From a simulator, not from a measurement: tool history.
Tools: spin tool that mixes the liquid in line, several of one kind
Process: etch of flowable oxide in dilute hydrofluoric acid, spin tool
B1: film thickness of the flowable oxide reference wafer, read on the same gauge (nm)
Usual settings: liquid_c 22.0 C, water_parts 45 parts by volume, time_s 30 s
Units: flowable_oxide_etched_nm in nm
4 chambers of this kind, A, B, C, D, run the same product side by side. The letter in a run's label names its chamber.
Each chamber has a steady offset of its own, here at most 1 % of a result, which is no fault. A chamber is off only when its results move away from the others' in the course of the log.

Run 1D, day 0.267: usual settings; B1 40.022. Result: flowable_oxide_etched_nm 39.003 nm.
Run 2C, day 0.575: usual settings; B1 39.959. Result: flowable_oxide_etched_nm 38.832 nm.
Run 3B, day 0.842: usual settings; B1 40.021. Result: flowable_oxide_etched_nm 39.195 nm.
Run 4A, day 1.183: usual settings; B1 39.980. Result: flowable_oxide_etched_nm 38.810 nm.
Run 5B, day 1.475: usual settings; B1 39.989. Result: flowable_oxide_etched_nm 38.511 nm.
Run 6D, day 1.821: usual settings but liquid_c 18.5 C, time_s 20 s; B1 39.969. Result: flowable_oxide_etched_nm 22.000 nm.
Run 7C, day 2.021: usual settings but liquid_c 18.5 C, time_s 20 s; B1 39.981. Result: flowable_oxide_etched_nm 22.602 nm.
Run 8A, day 2.371: usual settings but liquid_c 18.5 C, time_s 20 s; B1 40.041. Result: flowable_oxide_etched_nm 22.916 nm.
Run 9C, day 2.667: usual settings but liquid_c 18.5 C, time_s 20 s; B1 39.973. Result: flowable_oxide_etched_nm 22.399 nm.
Run 10D, day 2.904: usual settings but liquid_c 24.5 C, time_s 25 s; B1 40.008. Result: flowable_oxide_etched_nm 35.841 nm.
Run 11A, day 3.262: usual settings but liquid_c 24.5 C, time_s 25 s; B1 39.987. Result: flowable_oxide_etched_nm 35.876 nm.
Run 12B, day 3.608: usual settings but liquid_c 24.5 C, time_s 25 s; B1 39.978. Result: flowable_oxide_etched_nm 35.926 nm.
Run 13A, day 3.933: usual settings but liquid_c 24.5 C, time_s 25 s; B1 39.990. Result: flowable_oxide_etched_nm 36.085 nm.
Run 14B, day 4.333: usual settings; B1 39.985. Result: flowable_oxide_etched_nm 38.849 nm.
Run 15D, day 4.696: usual settings; B1 40.002. Result: flowable_oxide_etched_nm 39.139 nm.
Run 16C, day 4.996: usual settings; B1 39.986. Result: flowable_oxide_etched_nm 39.235 nm.
Run 17B, day 5.325: usual settings; B1 39.990. Result: flowable_oxide_etched_nm 38.143 nm.
Run 18D, day 5.725: usual settings but liquid_c 23.5 C; B1 40.023. Result: flowable_oxide_etched_nm 41.384 nm.
Run 19A, day 6.050: usual settings but liquid_c 23.5 C; B1 39.997. Result: flowable_oxide_etched_nm 41.659 nm.
Run 20C, day 6.454: usual settings but liquid_c 23.5 C; B1 39.980. Result: flowable_oxide_etched_nm 41.719 nm.
Run 21C, day 6.646: usual settings but liquid_c 23.5 C; B1 40.010. Result: flowable_oxide_etched_nm 42.725 nm.
Run 22A, day 6.992: usual settings but liquid_c 20.5 C; B1 39.997. Result: flowable_oxide_etched_nm 35.890 nm.
Run 23D, day 7.362: usual settings but liquid_c 20.5 C; B1 39.997. Result: flowable_oxide_etched_nm 36.489 nm.
Run 24B, day 7.583: usual settings but liquid_c 20.5 C; B1 39.999. Result: flowable_oxide_etched_nm 36.182 nm.
Run 25D, day 7.933: usual settings but liquid_c 20.5 C; B1 39.983. Result: flowable_oxide_etched_nm 36.748 nm.
Run 26C, day 8.158: usual settings; B1 39.991. Result: flowable_oxide_etched_nm 39.108 nm.
Run 27B, day 8.433: usual settings; B1 40.047. Result: flowable_oxide_etched_nm 38.818 nm.
Run 28A, day 8.700: usual settings; B1 39.960. Result: flowable_oxide_etched_nm 38.683 nm.
Run 29D, day 9.075: usual settings; B1 39.962. Result: flowable_oxide_etched_nm 38.294 nm.
Run 30A, day 9.308: usual settings; B1 40.030. Result: flowable_oxide_etched_nm 38.929 nm.
Run 31C, day 9.492: usual settings but liquid_c 24.0 C, water_parts 40 parts by volume; B1 39.975. Result: flowable_oxide_etched_nm 48.311 nm.
Run 32B, day 9.788: usual settings but liquid_c 24.0 C, water_parts 40 parts by volume; B1 39.973. Result: flowable_oxide_etched_nm 47.961 nm.
Run 33D, day 10.029: usual settings but liquid_c 24.0 C, water_parts 40 parts by volume; B1 40.012. Result: flowable_oxide_etched_nm 47.817 nm.
Run 34A, day 10.275: usual settings but liquid_c 24.0 C, water_parts 40 parts by volume; B1 39.983. Result: flowable_oxide_etched_nm 48.219 nm.
Run 35C, day 10.662: usual settings but time_s 40 s; B1 39.993. Result: flowable_oxide_etched_nm 51.348 nm.
Run 36B, day 10.842: usual settings but time_s 40 s; B1 40.003. Result: flowable_oxide_etched_nm 52.448 nm.
Run 37C, day 11.200: usual settings but time_s 40 s; B1 40.000. Result: flowable_oxide_etched_nm 52.422 nm.
Run 38A, day 11.375: usual settings but time_s 40 s; B1 39.963. Result: flowable_oxide_etched_nm 52.639 nm.
Run 39D, day 11.625: usual settings; B1 40.015. Result: flowable_oxide_etched_nm 38.783 nm.
Run 40B, day 11.800: usual settings; B1 39.999. Result: flowable_oxide_etched_nm 38.932 nm.
Run 41D, day 12.150: usual settings; B1 40.021. Result: flowable_oxide_etched_nm 38.819 nm.
Run 42C, day 12.383: usual settings; B1 39.965. Result: flowable_oxide_etched_nm 39.074 nm.
Run 43B, day 12.633: usual settings but liquid_c 20.0 C, time_s 40 s; B1 40.032. Result: flowable_oxide_etched_nm 47.872 nm.

Is one chamber off against the others, does the gauge drift, or is nothing wrong? If a chamber is off, say which, and what the likeliest cause is.

No chamber stands off beyond its own small offset, and the gauge holds steady.
